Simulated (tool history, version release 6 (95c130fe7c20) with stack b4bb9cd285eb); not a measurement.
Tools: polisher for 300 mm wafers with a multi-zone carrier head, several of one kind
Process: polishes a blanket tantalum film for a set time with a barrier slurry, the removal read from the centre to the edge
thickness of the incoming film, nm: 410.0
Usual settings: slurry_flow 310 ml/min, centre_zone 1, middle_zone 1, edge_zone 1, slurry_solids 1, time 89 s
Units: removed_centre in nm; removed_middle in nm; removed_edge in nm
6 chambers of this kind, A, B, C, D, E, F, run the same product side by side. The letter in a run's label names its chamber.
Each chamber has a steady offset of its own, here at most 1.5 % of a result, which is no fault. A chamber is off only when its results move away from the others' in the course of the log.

run 1E day=0.267 | slurry_flow=310 centre_zone=1 middle_zone=1 edge_zone=1 slurry_solids=1 time=89 | removed_centre=134.69 removed_middle=136.91 removed_edge=133.77
-- day=0.379 chamber C: worn pad replaced by a new one
-- day=0.496 chamber E: worn pad replaced by a new one
-- day=0.546 chamber B: slurry nozzle cleaned
run 2D day=0.567 | slurry_flow=310 centre_zone=1 middle_zone=1 edge_zone=1 slurry_solids=1 time=89 | removed_centre=137.02 removed_middle=138.21 removed_edge=136.89
run 3A day=0.867 | slurry_flow=310 centre_zone=1 middle_zone=1 edge_zone=1 slurry_solids=1 time=89 | removed_centre=135 removed_middle=135.14 removed_edge=134.04
run 4F day=1.304 | slurry_flow=310 centre_zone=1 middle_zone=1 edge_zone=1 slurry_solids=1 time=89 | removed_centre=136.29 removed_middle=136.14 removed_edge=137.62
run 5C day=1.646 | slurry_flow=310 centre_zone=1 middle_zone=1 edge_zone=1 slurry_solids=1 time=89 | removed_centre=135.07 removed_middle=134.79 removed_edge=137.11
run 6B day=2.029 | slurry_flow=310 centre_zone=1 middle_zone=1 edge_zone=1 slurry_solids=1 time=89 | removed_centre=132.41 removed_middle=133.93 removed_edge=136.38
-- day=2.096 chamber F: worn pad replaced by a new one
-- day=2.221 chamber A: worn pad replaced by a new one
-- day=2.362 chamber C: slurry nozzle cleaned
run 7F day=2.425 | slurry_flow=310 centre_zone=1 middle_zone=1 edge_zone=1 slurry_solids=1 time=89 | removed_centre=136.04 removed_middle=131.81 removed_edge=135.68
-- day=2.671 chamber B: worn pad replaced by a new one
run 8C day=2.746 | slurry_flow=310 centre_zone=1 middle_zone=1 edge_zone=1 slurry_solids=1 time=89 | removed_centre=136 removed_middle=135.6 removed_edge=136.44
-- day=2.904 chamber E: worn pad replaced by a new one
run 9D day=2.962 | slurry_flow=310 centre_zone=1 middle_zone=1 edge_zone=1 slurry_solids=1 time=89 | removed_centre=137.11 removed_middle=137.59 removed_edge=134.84
run 10A day=3.238 | slurry_flow=310 centre_zone=1 middle_zone=1 edge_zone=1 slurry_solids=1 time=89 | removed_centre=137.03 removed_middle=138.01 removed_edge=136.96
run 11E day=3.442 | slurry_flow=310 centre_zone=1 middle_zone=1 edge_zone=1 slurry_solids=1 time=89 | removed_centre=134.49 removed_middle=136 removed_edge=136.79
-- day=3.625 chamber D: worn pad replaced by a new one
run 12B day=3.75 | slurry_flow=310 centre_zone=1 middle_zone=1 edge_zone=1 slurry_solids=1 time=89 | removed_centre=132.71 removed_middle=135.39 removed_edge=135.32
-- day=3.838 chamber C: worn pad replaced by a new one
run 13C day=4.046 | slurry_flow=310 centre_zone=1 middle_zone=1 edge_zone=1 slurry_solids=1 time=89 | removed_centre=136.91 removed_middle=134.74 removed_edge=139.31
-- day=4.383 chamber B: edge zone pressure recalibrated
run 14E day=4.408 | slurry_flow=310 centre_zone=1 middle_zone=1 edge_zone=1 slurry_solids=1 time=89 | removed_centre=135.5 removed_middle=136.43 removed_edge=135.97
-- day=4.708 chamber A: worn pad replaced by a new one
run 15D day=4.746 | slurry_flow=310 centre_zone=1 middle_zone=1 edge_zone=1 slurry_solids=1 time=89 | removed_centre=135.97 removed_middle=136.27 removed_edge=137.39
run 16A day=4.954 | slurry_flow=310 centre_zone=1 middle_zone=1 edge_zone=1 slurry_solids=1 time=89 | removed_centre=133.08 removed_middle=135.95 removed_edge=135.69
run 17F day=5.321 | slurry_flow=310 centre_zone=1 middle_zone=1 edge_zone=1 slurry_solids=1 time=89 | removed_centre=132.17 removed_middle=136.97 removed_edge=138.17
-- day=5.396 chamber F: worn pad replaced by a new one
run 18B day=5.562 | slurry_flow=310 centre_zone=1 middle_zone=1 edge_zone=1 slurry_solids=1 time=89 | removed_centre=132.28 removed_middle=134.71 removed_edge=134.56
run 19C day=5.9 | slurry_flow=310 centre_zone=0.96 middle_zone=1 edge_zone=1 slurry_solids=1 time=70 | removed_centre=101 removed_middle=109.12 removed_edge=109.04
-- day=5.967 chamber E: worn pad replaced by a new one
run 20F day=6.342 | slurry_flow=310 centre_zone=0.96 middle_zone=1 edge_zone=1 slurry_solids=1 time=70 | removed_centre=98.845 removed_middle=107.63 removed_edge=107.9
run 21A day=6.771 | slurry_flow=310 centre_zone=0.96 middle_zone=1 edge_zone=1 slurry_solids=1 time=70 | removed_centre=99.237 removed_middle=102.52 removed_edge=105.77
-- day=7.121 chamber C: worn pad replaced by a new one
run 22B day=7.196 | slurry_flow=310 centre_zone=0.96 middle_zone=1 edge_zone=1 slurry_solids=1 time=70 | removed_centre=100.96 removed_middle=104.44 removed_edge=108.33
-- day=7.354 chamber F: centre zone pressure recalibrated
-- day=7.379 chamber A: worn pad replaced by a new one
-- day=7.471 chamber B: worn pad replaced by a new one
run 23D day=7.592 | slurry_flow=310 centre_zone=0.96 middle_zone=1 edge_zone=1 slurry_solids=1 time=70 | removed_centre=103.62 removed_middle=108.28 removed_edge=107.17
run 24E day=7.962 | slurry_flow=310 centre_zone=0.96 middle_zone=1 edge_zone=1 slurry_solids=1 time=70 | removed_centre=101.37 removed_middle=107.38 removed_edge=106.25
run 25E day=8.221 | slurry_flow=310 centre_zone=1 middle_zone=1 edge_zone=1 slurry_solids=1 time=89 | removed_centre=135.53 removed_middle=135.75 removed_edge=137.43
-- day=8.371 chamber F: worn pad replaced by a new one
-- day=8.467 chamber D: worn pad replaced by a new one
run 26D day=8.642 | slurry_flow=310 centre_zone=1 middle_zone=1 edge_zone=1 slurry_solids=1 time=89 | removed_centre=136.78 removed_middle=136.2 removed_edge=137.86
-- day=8.658 chamber E: worn pad replaced by a new one
run 27F day=8.892 | slurry_flow=310 centre_zone=1 middle_zone=1 edge_zone=1 slurry_solids=1 time=89 | removed_centre=136.58 removed_middle=139.24 removed_edge=139.26
run 28A day=9.262 | slurry_flow=310 centre_zone=1 middle_zone=1 edge_zone=1 slurry_solids=1 time=89 | removed_centre=134.12 removed_middle=130.81 removed_edge=133.99
run 29B day=9.554 | slurry_flow=310 centre_zone=1 middle_zone=1 edge_zone=1 slurry_solids=1 time=89 | removed_centre=136.14 removed_middle=134.59 removed_edge=135.86
run 30C day=9.754 | slurry_flow=310 centre_zone=1 middle_zone=1 edge_zone=1 slurry_solids=1 time=89 | removed_centre=134.27 removed_middle=133.7 removed_edge=136.07
-- day=9.888 chamber A: worn pad replaced by a new one
-- day=9.917 chamber B: centre zone pressure recalibrated
run 31D day=9.967 | slurry_flow=310 centre_zone=1 middle_zone=1 edge_zone=1 slurry_solids=1 time=89 | removed_centre=136.63 removed_middle=136.59 removed_edge=138.51
run 32E day=10.204 | slurry_flow=310 centre_zone=1 middle_zone=1 edge_zone=0.93 slurry_solids=1 time=89 | removed_centre=136.27 removed_middle=134.7 removed_edge=131.12
run 33C day=10.479 | slurry_flow=310 centre_zone=1 middle_zone=1 edge_zone=0.93 slurry_solids=1 time=89 | removed_centre=137.36 removed_middle=134.81 removed_edge=133.06
-- day=10.629 chamber C: worn pad replaced by a new one
run 34A day=10.917 | slurry_flow=310 centre_zone=1 middle_zone=1 edge_zone=0.93 slurry_solids=1 time=89 | removed_centre=134.23 removed_middle=135.04 removed_edge=130.59
-- day=11.221 chamber B: worn pad replaced by a new one
run 35F day=11.317 | slurry_flow=310 centre_zone=1 middle_zone=1 edge_zone=0.93 slurry_solids=1 time=89 | removed_centre=134.74 removed_middle=136.25 removed_edge=131.58
run 36B day=11.683 | slurry_flow=310 centre_zone=1 middle_zone=1 edge_zone=0.93 slurry_solids=1 time=89 | removed_centre=132.38 removed_middle=134.19 removed_edge=130.51
run 37C day=11.983 | slurry_flow=310 centre_zone=1 middle_zone=1 edge_zone=0.93 slurry_solids=1 time=89 | removed_centre=133.4 removed_middle=136.59 removed_edge=132.78

What goes on in this fleet: one chamber off, a drifting gauge, or nothing beyond the chambers' own small offsets? Name the chamber and the cause, if any.

No chamber stands off beyond its own small offset, and the gauge holds steady.

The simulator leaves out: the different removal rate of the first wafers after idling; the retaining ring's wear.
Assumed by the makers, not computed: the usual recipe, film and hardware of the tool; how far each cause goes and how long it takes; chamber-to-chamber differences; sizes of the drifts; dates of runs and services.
